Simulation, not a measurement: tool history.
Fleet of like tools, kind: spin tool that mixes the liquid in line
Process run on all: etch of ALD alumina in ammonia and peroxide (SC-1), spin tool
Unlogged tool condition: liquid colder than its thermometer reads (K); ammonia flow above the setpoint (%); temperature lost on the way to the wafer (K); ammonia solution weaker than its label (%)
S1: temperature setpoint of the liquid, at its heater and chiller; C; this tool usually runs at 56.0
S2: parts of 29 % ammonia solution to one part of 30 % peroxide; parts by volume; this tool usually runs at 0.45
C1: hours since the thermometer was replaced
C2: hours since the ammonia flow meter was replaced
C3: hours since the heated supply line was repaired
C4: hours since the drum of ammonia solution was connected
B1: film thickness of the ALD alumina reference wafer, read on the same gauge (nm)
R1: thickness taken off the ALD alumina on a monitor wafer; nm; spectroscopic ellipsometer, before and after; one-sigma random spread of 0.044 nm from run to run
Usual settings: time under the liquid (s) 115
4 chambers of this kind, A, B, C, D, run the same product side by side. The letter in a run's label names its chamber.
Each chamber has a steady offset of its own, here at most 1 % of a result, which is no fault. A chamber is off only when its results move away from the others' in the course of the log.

Run 1D, hour 7.8: usual settings; C1 453.3; C2 1882.8; C3 430.9; C4 737.2; B1 70.010. Result: R1 7.1579 nm.
Run 2B, hour 15.5: usual settings; C1 193.8; C2 481.9; C3 1810.2; C4 529.4; B1 70.036. Result: R1 7.0162 nm.
Run 3C, hour 21.3: usual settings; C1 1600.4; C2 888.1; C3 579.2; C4 249.2; B1 69.970. Result: R1 7.0321 nm.
Run 4A, hour 25.2: usual settings; C1 918.0; C2 1796.8; C3 262.6; C4 174.4; B1 69.994. Result: R1 6.9868 nm.
Run 5A, hour 30.9: usual settings; C1 923.7; C2 1802.5; C3 268.3; C4 180.1; B1 69.990. Result: R1 7.0948 nm.
Run 6D, hour 37.9: usual settings but S1 47.0 C, S2 0.30 parts by volume; C1 483.4; C2 1912.9; C3 461.0; C4 767.3; B1 70.011. Result: R1 4.1700 nm.
Run 7C, hour 43.8: usual settings but S1 47.0 C, S2 0.30 parts by volume; C1 1622.9; C2 910.6; C3 601.7; C4 271.7; B1 70.006. Result: R1 4.1039 nm.
Run 8B, hour 51.0: usual settings but S1 47.0 C, S2 0.30 parts by volume; C1 229.3; C2 517.4; C3 1845.7; C4 564.9; B1 69.980. Result: R1 4.0927 nm.
Run 9B, hour 56.6: usual settings but S1 47.0 C, S2 0.30 parts by volume; C1 234.9; C2 523.0; C3 1851.3; C4 570.5; B1 70.015. Result: R1 4.1797 nm.
Run 10C, hour 62.7: usual settings; C1 1641.8; C2 929.5; C3 620.6; C4 290.6; B1 70.041. Result: R1 6.8804 nm.
Run 11D, hour 70.8: usual settings; C1 516.3; C2 1945.8; C3 493.9; C4 800.2; B1 70.012. Result: R1 7.0990 nm.
At hour 73.9: chamber C: thermometer replaced.
Run 12A, hour 79.0: usual settings; C1 971.8; C2 1850.6; C3 316.4; C4 228.2; B1 69.993. Result: R1 7.0491 nm.
Run 13B, hour 86.7: usual settings; C1 265.0; C2 553.1; C3 1881.4; C4 600.6; B1 70.032. Result: R1 7.0546 nm.
Run 14C, hour 92.3: usual settings but S1 63.5 C, time under the liquid (s) 65; C1 18.4; C2 959.1; C3 650.2; C4 320.2; B1 69.969. Result: R1 5.7245 nm.
Run 15D, hour 99.5: usual settings but S1 63.5 C, time under the liquid (s) 65; C1 545.0; C2 1974.5; C3 522.6; C4 828.9; B1 69.989. Result: R1 5.9705 nm.
Run 16A, hour 104.1: usual settings but S1 63.5 C, time under the liquid (s) 65; C1 996.9; C2 1875.7; C3 341.5; C4 253.3; B1 70.006. Result: R1 5.9058 nm.
Run 17D, hour 109.1: usual settings but S1 63.5 C, time under the liquid (s) 65; C1 554.6; C2 1984.1; C3 532.2; C4 838.5; B1 70.011. Result: R1 5.8309 nm.
Run 18C, hour 113.9: usual settings; C1 40.0; C2 980.7; C3 671.8; C4 341.8; B1 70.009. Result: R1 6.6956 nm.
Run 19B, hour 121.1: usual settings but time under the liquid (s) 165; C1 299.4; C2 587.5; C3 1915.8; C4 635.0; B1 70.022. Result: R1 10.1360 nm.
Run 20A, hour 125.2: usual settings but time under the liquid (s) 165; C1 1018.0; C2 1896.8; C3 362.6; C4 274.4; B1 69.973. Result: R1 10.1410 nm.
Run 21C, hour 130.1: usual settings but time under the liquid (s) 165; C1 56.2; C2 996.9; C3 688.0; C4 358.0; B1 70.017. Result: R1 9.5347 nm.
Run 22D, hour 134.1: usual settings but time under the liquid (s) 165; C1 579.6; C2 2009.1; C3 557.2; C4 863.5; B1 70.003. Result: R1 10.2600 nm.
Run 23A, hour 142.9: usual settings; C1 1035.7; C2 1914.5; C3 380.3; C4 292.1; B1 69.997. Result: R1 6.9600 nm.
Run 24B, hour 148.5: usual settings; C1 326.8; C2 614.9; C3 1943.2; C4 662.4; B1 69.972. Result: R1 7.0452 nm.
Run 25A, hour 154.1: usual settings; C1 1046.9; C2 1925.7; C3 391.5; C4 303.3; B1 70.015. Result: R1 7.0573 nm.

What goes on in this fleet: one chamber off, a drifting gauge, or nothing beyond the chambers' own small offsets? Name the chamber and the cause, if any.

One chamber, C, drifts off from the rest bit by bit.
Cause: temperature lost on the way to the wafer (K) = 1.4.

Chamber C could run next with any of the 4 candidate recipes listed below; each alters the usual settings, and their results appear as question marks. Which one brings its results back in line with what the other chambers deliver on the usual settings?
In line means no further than this from the other chambers' mean on the usual settings: R1 0.1600 nm
Run 26C-1, hour 160.6: usual settings but S2 0.60 parts by volume. Result: R1 ?.
Run 26C-2, hour 160.6: usual settings but S2 0.35 parts by volume. Result: R1 ?.
Run 26C-3, hour 160.6: usual settings but S1 56.5 C, time under the liquid (s) 120. Result: R1 ?.
Run 26C-4, hour 160.6: usual settings but S1 54.5 C. Result: R1 ?.

Average result of the remaining chambers running the usual settings: R1 7.0629 nm
  run      R1
26C-1  6.7529
26C-2  6.4109
26C-3  7.0389
26C-4  6.0515
The answer is 26C-3, which returns the chamber to within the allowed miss of the others.

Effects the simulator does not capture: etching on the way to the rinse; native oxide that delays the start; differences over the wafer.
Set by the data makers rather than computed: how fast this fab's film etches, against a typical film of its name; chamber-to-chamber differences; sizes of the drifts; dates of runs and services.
